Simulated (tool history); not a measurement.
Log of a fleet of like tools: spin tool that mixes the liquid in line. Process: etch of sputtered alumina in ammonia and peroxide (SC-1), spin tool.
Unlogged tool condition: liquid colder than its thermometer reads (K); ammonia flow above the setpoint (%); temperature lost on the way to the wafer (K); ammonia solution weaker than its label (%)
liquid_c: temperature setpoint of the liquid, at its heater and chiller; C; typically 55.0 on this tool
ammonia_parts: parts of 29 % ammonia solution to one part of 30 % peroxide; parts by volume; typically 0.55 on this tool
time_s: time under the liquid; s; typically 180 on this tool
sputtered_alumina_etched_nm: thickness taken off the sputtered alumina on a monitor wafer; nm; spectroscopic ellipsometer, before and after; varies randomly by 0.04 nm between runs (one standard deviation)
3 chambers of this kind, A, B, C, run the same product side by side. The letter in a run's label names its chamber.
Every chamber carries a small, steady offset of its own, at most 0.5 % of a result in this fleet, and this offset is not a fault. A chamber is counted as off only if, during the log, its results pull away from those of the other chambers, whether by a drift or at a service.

| run | hour | liquid_c | ammonia_parts | time_s | hours since the thermometer was replaced | hours since the ammonia flow meter was replaced | hours since the heated supply line was repaired | hours since the drum of ammonia solution was connected | read-back film thickness of the sputtered alumina reference wafer, read on the same gauge (nm) | sputtered_alumina_etched_nm |
|---|---|---|---|---|---|---|---|---|---|---|
| 1B | 7.6 | 55.0 | 0.55 | 180 | 890.0 | 330.4 | 2391.0 | 624.9 | 80.034 | 9.1124 |
|  | 11.1 | chamber A: new drum of ammonia solution connected |
| 2C | 21.5 | 55.0 | 0.55 | 180 | 1374.9 | 42.3 | 1489.5 | 246.0 | 80.014 | 9.1765 |
| 3A | 29.3 | 55.0 | 0.55 | 180 | 335.7 | 1466.6 | 1526.2 | 18.2 | 79.984 | 9.2132 |
| 4B | 38.2 | 55.0 | 0.55 | 180 | 920.6 | 361.0 | 2421.6 | 655.5 | 80.021 | 9.2348 |
| 5C | 47.9 | 55.0 | 0.55 | 180 | 1401.3 | 68.7 | 1515.9 | 272.4 | 80.010 | 9.1634 |
| 6A | 56.6 | 55.0 | 0.55 | 180 | 363.0 | 1493.9 | 1553.5 | 45.5 | 80.017 | 9.1922 |
| 7B | 64.0 | 61.0 | 0.55 | 245 | 946.4 | 386.8 | 2447.4 | 681.3 | 79.998 | 17.1720 |
|  | 64.4 | chamber B: new drum of ammonia solution connected |
|  | 64.7 | chamber B: thermometer replaced |
| 8A | 72.0 | 61.0 | 0.55 | 245 | 378.4 | 1509.3 | 1568.9 | 60.9 | 80.000 | 17.1480 |
| 9C | 85.8 | 61.0 | 0.55 | 245 | 1439.2 | 106.6 | 1553.8 | 310.3 | 80.013 | 17.0770 |
| 10C | 96.6 | 55.0 | 0.55 | 180 | 1450.0 | 117.4 | 1564.6 | 321.1 | 80.012 | 9.1883 |
| 11A | 104.9 | 55.0 | 0.55 | 180 | 411.3 | 1542.2 | 1601.8 | 93.8 | 80.016 | 9.1644 |
|  | 106.3 | chamber C: thermometer replaced |
| 12B | 117.8 | 55.0 | 0.55 | 180 | 53.1 | 440.6 | 2501.2 | 53.5 | 79.972 | 9.1800 |
| 13C | 125.3 | 55.0 | 0.55 | 180 | 19.1 | 146.1 | 1593.3 | 349.8 | 80.000 | 9.2371 |
| 14A | 138.6 | 55.0 | 0.55 | 180 | 445.0 | 1575.9 | 1635.5 | 127.5 | 79.983 | 9.0901 |
| 15B | 150.5 | 55.0 | 0.55 | 180 | 85.8 | 473.3 | 2533.9 | 86.2 | 79.994 | 9.1805 |
| 16C | 161.0 | 55.0 | 0.55 | 180 | 54.8 | 181.8 | 1629.0 | 385.5 | 79.988 | 9.2025 |
| 17B | 175.1 | 55.0 | 0.55 | 180 | 110.4 | 497.9 | 2558.5 | 110.8 | 80.016 | 9.2317 |
| 18A | 182.5 | 55.0 | 0.55 | 180 | 488.9 | 1619.8 | 1679.4 | 171.4 | 80.014 | 8.9237 |
|  | 192.1 | chamber A: ammonia flow meter replaced |
| 19C | 195.6 | 55.0 | 0.55 | 180 | 89.4 | 216.4 | 1663.6 | 420.1 | 80.002 | 9.2383 |
| 20A | 202.9 | 55.0 | 0.55 | 180 | 509.3 | 10.9 | 1699.8 | 191.8 | 79.996 | 8.9205 |
| 21B | 215.3 | 60.0 | 0.70 | 180 | 150.6 | 538.1 | 2598.7 | 151.0 | 80.016 | 12.1030 |

Has any chamber moved away from the others, gradually or after a service, or does the common gauge drift, or do the chambers differ only by their own small steady offsets? State the chamber and the most likely cause if one applies.

It is chamber A that slowly wanders off from its peers.
Cause: temperature lost on the way to the wafer (K) = 0.776.
The log may not separate it from: liquid colder than its thermometer reads (K).

Chamber A could run next with any of the 4 candidate recipes listed below; each alters the usual settings, and their results appear as question marks. Which one brings its results back in line with what the other chambers deliver on the usual settings?
Maximum distance from the other chambers' mean on the usual settings for a result to count as in line: sputtered_alumina_etched_nm 0.1400 nm
| 22A-1 | 226.6 | 55.0 | 0.60 | 180 |  |  |  |  |  | ? |
| 22A-2 | 226.6 | 55.0 | 0.50 | 180 |  |  |  |  |  | ? |
| 22A-3 | 226.6 | 55.0 | 0.75 | 180 |  |  |  |  |  | ? |
| 22A-4 | 226.6 | 55.0 | 0.40 | 180 |  |  |  |  |  | ? |

On the usual settings, the other chambers give on average: sputtered_alumina_etched_nm 9.1794 nm
| run | sputtered_alumina_etched_nm |
|---|---|
| 22A-1 | 8.9313 |
| 22A-2 | 8.7772 |
| 22A-3 | 9.1231 |
| 22A-4 | 8.5921 |
Change 22A-3 lands the chamber within the allowed miss of the other chambers.

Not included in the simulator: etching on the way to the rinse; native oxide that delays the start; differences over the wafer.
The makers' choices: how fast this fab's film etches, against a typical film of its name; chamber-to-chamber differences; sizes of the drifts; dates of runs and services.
